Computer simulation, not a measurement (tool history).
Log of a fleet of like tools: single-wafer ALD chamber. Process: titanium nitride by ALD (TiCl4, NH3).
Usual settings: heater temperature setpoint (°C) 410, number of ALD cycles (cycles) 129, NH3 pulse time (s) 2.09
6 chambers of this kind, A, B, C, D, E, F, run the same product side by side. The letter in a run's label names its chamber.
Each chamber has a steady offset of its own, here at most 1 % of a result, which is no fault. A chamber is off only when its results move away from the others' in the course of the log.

| run | hour | heater temperature setpoint (°C) | number of ALD cycles (cycles) | NH3 pulse time (s) | read-back reference wafer on the same gauge, thickness_nm | mean film thickness on the monitor wafer (Å) |
|---|---|---|---|---|---|---|
| 1B | 6.1 | 410 | 129 | 2.09 | 2.5507 | 28.872 |
| 2C | 17.7 | 410 | 129 | 2.09 | 2.55 | 28.563 |
| 3A | 24.2 | 410 | 129 | 2.09 | 2.5506 | 28.701 |
| 4D | 35.4 | 410 | 129 | 2.09 | 2.5512 | 28.537 |
| 5E | 43.6 | 410 | 129 | 2.09 | 2.5511 | 28.683 |
|  | 49.8 | chamber D: thermocouple changed; heater temperature recalibrated |
| 6F | 54.8 | 410 | 129 | 2.09 | 2.5533 | 28.621 |
| 7D | 65.1 | 410 | 129 | 2.09 | 2.5523 | 28.525 |
| 8F | 75.6 | 410 | 129 | 2.09 | 2.5529 | 28.691 |
| 9E | 87 | 410 | 129 | 2.09 | 2.5537 | 28.696 |
| 10B | 97.1 | 410 | 129 | 2.09 | 2.5526 | 28.839 |
| 11A | 103.1 | 410 | 104 | 1.72 | 2.5538 | 23.002 |
| 12C | 112.5 | 410 | 104 | 1.72 | 2.5548 | 22.884 |
| 13E | 123.3 | 410 | 104 | 1.72 | 2.5547 | 22.938 |
|  | 126.1 | chamber C: thermocouple changed; heater temperature recalibrated |
| 14F | 134 | 410 | 104 | 1.72 | 2.5535 | 22.977 |
| 15B | 142.5 | 410 | 104 | 1.72 | 2.5559 | 23.104 |
| 16C | 152.2 | 410 | 104 | 1.72 | 2.5556 | 22.958 |
| 17A | 162.1 | 410 | 120 | 2.09 | 2.5552 | 26.814 |
| 18D | 172.9 | 410 | 120 | 2.09 | 2.5561 | 26.612 |
| 19D | 178.5 | 410 | 120 | 2.09 | 2.5562 | 26.61 |
| 20E | 187.1 | 410 | 120 | 2.09 | 2.556 | 26.72 |
| 21F | 194.8 | 410 | 120 | 2.09 | 2.5561 | 26.74 |
| 22C | 205.3 | 410 | 120 | 2.09 | 2.5577 | 26.705 |
| 23A | 213.2 | 410 | 129 | 2.09 | 2.5575 | 28.759 |
| 24B | 221.3 | 410 | 129 | 2.09 | 2.5576 | 28.988 |
| 25A | 233.7 | 410 | 129 | 2.09 | 2.5589 | 28.754 |
| 26E | 241.5 | 410 | 129 | 2.09 | 2.5587 | 28.765 |
| 27D | 249.9 | 410 | 129 | 2.09 | 2.5581 | 28.7 |
| 28F | 262.2 | 410 | 129 | 2.09 | 2.5588 | 28.652 |
| 29B | 267.8 | 410 | 129 | 2.09 | 2.5603 | 28.988 |
| 30C | 278.2 | 410 | 129 | 2.09 | 2.5597 | 28.767 |
| 31B | 287 | 399 | 129 | 2.09 | 2.5609 | 28.829 |
| 32E | 298 | 399 | 129 | 2.09 | 2.5615 | 28.643 |
| 33C | 308.6 | 399 | 129 | 2.09 | 2.5611 | 28.617 |
| 34D | 316.1 | 399 | 129 | 2.09 | 2.5611 | 28.523 |
| 35A | 326 | 399 | 129 | 2.09 | 2.562 | 28.682 |
| 36F | 337.5 | 399 | 129 | 2.09 | 2.5624 | 28.63 |
| 37F | 344.4 | 410 | 129 | 2.09 | 2.5622 | 28.774 |
| 38A | 352.5 | 410 | 129 | 2.09 | 2.5631 | 28.862 |
| 39C | 365 | 410 | 129 | 2.09 | 2.563 | 28.76 |
| 40B | 375.1 | 410 | 129 | 2.09 | 2.5638 | 28.958 |
| 41E | 382.6 | 410 | 129 | 2.09 | 2.5641 | 28.767 |
| 42D | 389.1 | 410 | 129 | 2.09 | 2.5636 | 28.665 |
| 43D | 401.4 | 399 | 129 | 2.7 | 2.5645 | 28.8 |
| 44B | 412.2 | 399 | 129 | 2.7 | 2.5653 | 29.14 |

Next, every chamber runs the same settings. What will each give?
| 45A | 421.3 | 410 | 129 | 2.09 |  | ? |
| 45B | 421.3 | 410 | 129 | 2.09 |  | ? |
| 45C | 421.3 | 410 | 129 | 2.09 |  | ? |
| 45D | 421.3 | 410 | 129 | 2.09 |  | ? |
| 45E | 421.3 | 410 | 129 | 2.09 |  | ? |
| 45F | 421.3 | 410 | 129 | 2.09 |  | ? |

| run | mean film thickness on the monitor wafer (Å) |
|---|---|
| 45A | 28.902 |
| 45B | 29.068 |
| 45C | 28.793 |
| 45D | 28.709 |
| 45E | 28.893 |
| 45F | 28.8 |
